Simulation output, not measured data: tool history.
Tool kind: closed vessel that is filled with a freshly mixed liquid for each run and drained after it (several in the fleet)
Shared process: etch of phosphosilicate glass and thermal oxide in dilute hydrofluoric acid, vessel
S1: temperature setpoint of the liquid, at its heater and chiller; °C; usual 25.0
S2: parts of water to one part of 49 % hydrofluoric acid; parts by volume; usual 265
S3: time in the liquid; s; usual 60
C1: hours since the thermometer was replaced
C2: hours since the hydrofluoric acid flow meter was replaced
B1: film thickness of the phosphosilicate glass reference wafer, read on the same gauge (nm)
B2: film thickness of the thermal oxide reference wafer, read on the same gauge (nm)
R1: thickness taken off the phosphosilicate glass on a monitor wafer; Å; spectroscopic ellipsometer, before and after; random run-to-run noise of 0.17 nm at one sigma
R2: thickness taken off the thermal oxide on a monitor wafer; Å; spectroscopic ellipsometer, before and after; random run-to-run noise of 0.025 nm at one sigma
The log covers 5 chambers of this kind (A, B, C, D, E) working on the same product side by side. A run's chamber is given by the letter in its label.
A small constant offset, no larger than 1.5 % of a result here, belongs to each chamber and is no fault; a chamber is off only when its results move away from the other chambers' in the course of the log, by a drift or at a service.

run     day    S1   S2  S3      C1     C2      B1      B2      R1       R2
 1E   0.371  25.0  265  60   586.2  197.5  150.00  40.019  165.58   8.8852
 2B   0.867  25.0  265  60    92.2  820.7  150.02  39.975  172.68   8.6580
 3D   1.308  25.0  265  60   266.3  517.5  150.00  39.990  167.74   9.2706
 4C   1.633  25.0  265  60  2248.7  319.8  150.03  40.004  170.87   9.0959
 5A   2.088  25.0  265  90   132.4  561.9  149.99  39.983  245.94  14.3510
 6D   2.625  25.0  265  90   297.9  549.1  150.00  39.976  254.17  13.7260
 7B   3.229  25.0  265  90   148.9  877.4  150.02  40.001  253.43  13.5090
 8E   3.783  25.0  265  90   668.1  279.4  149.99  39.984  249.32  14.1360
 9C   4.225  25.0  265  90  2310.9  382.0  149.99  39.980  255.66  13.0080
10A   4.617  25.0  265  60   193.1  622.6  150.00  40.011  170.77   9.1383
11E   5.108  25.0  265  60   699.9  311.2  150.01  40.024  166.00   9.2055
12B   5.567  25.0  265  45   205.0  933.5  150.00  39.996  128.22   6.7472
13D   5.921  25.0  265  45   377.0  628.2  149.99  40.011  126.37   6.8285
      5.983  -- chamber B: hydrofluoric acid flow meter replaced
14C   6.262  25.0  265  45  2359.8  430.9  149.99  39.986  128.04   6.7178
15A   6.712  25.0  265  45   243.4  672.9  150.01  40.011  124.55   6.5677
16C   7.062  25.0  265  45  2379.0  450.1  149.99  40.021  126.43   7.1231
17B   7.642  25.0  265  60   254.8   39.8  149.98  39.994  168.60   9.5376
      7.788  -- chamber D: hydrofluoric acid flow meter replaced
18E   8.225  25.0  350  60   774.7  386.0  149.95  40.006  116.91   6.1979
19D   8.588  25.0  350  60   441.0   19.3  150.02  39.994  115.70   6.3595
      8.658  -- chamber E: thermometer replaced
20A   8.867  25.0  350  60   295.1  724.6  149.99  39.989  116.23   6.4396
21B   9.279  25.0  350  60   294.1   79.1  150.01  39.996  117.70   6.0605
      9.529  -- chamber C: hydrofluoric acid flow meter replaced
22D   9.688  25.0  350  60   467.4   45.7  149.99  39.994  118.40   6.0609
23A  10.038  25.0  265  60   323.2  752.7  150.00  40.002  165.61   9.4406
24E  10.538  29.5  265  35    45.1  441.5  149.99  39.994  113.55   6.2115
25C  11.146  29.5  265  35  2477.0   38.8  149.97  40.012  114.09   6.3387
26E  11.425  29.5  265  35    66.4  462.8  149.97  39.981  115.28   6.1991
27A  11.746  29.5  265  35   364.2  793.7  150.03  40.004  115.07   6.4410
28C  12.250  29.5  265  35  2503.5   65.3  149.99  40.009  115.00   6.1456
29D  12.533  25.0  265  60   535.7  114.0  150.01  39.972  166.92   9.7206
30B  13.154  25.0  265  60   387.1  172.1  149.98  40.019  171.43   9.2082
31B  13.758  25.0  265  60   401.6  186.6  150.02  39.994  170.94   9.2242
32A  14.125  25.0  265  60   421.3  850.8  150.00  40.002  166.70   9.1643
33C  14.425  25.0  265  60  2555.7  117.5  150.01  39.980  172.06   8.7867
34D  14.958  25.0  265  60   593.9  172.2  150.02  40.014  169.34   8.5744
35E  15.275  25.0  265  60   158.8  555.2  149.99  40.012  168.40   9.1353
36A  15.600  25.0  265  60   456.7  886.2  150.02  39.974  169.74   9.6009
37C  16.217  25.0  265  60  2598.7  160.5  150.00  40.010  167.47   9.3866
38E  16.825  28.0  265  60   196.0  592.4  150.01  39.995  187.61  10.2610
39D  17.342  28.0  265  60   651.1  229.4  149.99  40.026  182.53   9.8565
40B  17.862  28.0  265  60   500.1  285.1  149.98  40.025  192.87  10.2520
41A  18.488  28.0  265  60   526.0  955.5  150.02  40.003  183.73  10.0320
42B  18.854  28.0  265  60   523.9  308.9  149.99  40.004  188.93   9.6651
43E  19.179  25.0  265  60   252.5  648.9  149.98  39.993  168.90   9.2501
44D  19.562  22.5  265  30   704.4  282.7  150.01  39.996   77.50   4.3836

All chambers now run identical settings, listed one chamber a line with results as question marks. What results will each chamber show?
45A  20.025  25.0  265  60                   ?   ?
45B  20.025  25.0  265  60                   ?   ?
45C  20.025  25.0  265  60                   ?   ?
45D  20.025  25.0  265  60                   ?   ?
45E  20.025  25.0  265  60                   ?   ?

run      R1      R2
45A  167.01  9.1274
45B  171.07  8.9856
45C  169.17  9.0486
45D  169.02  8.6972
45E  168.31  8.9841
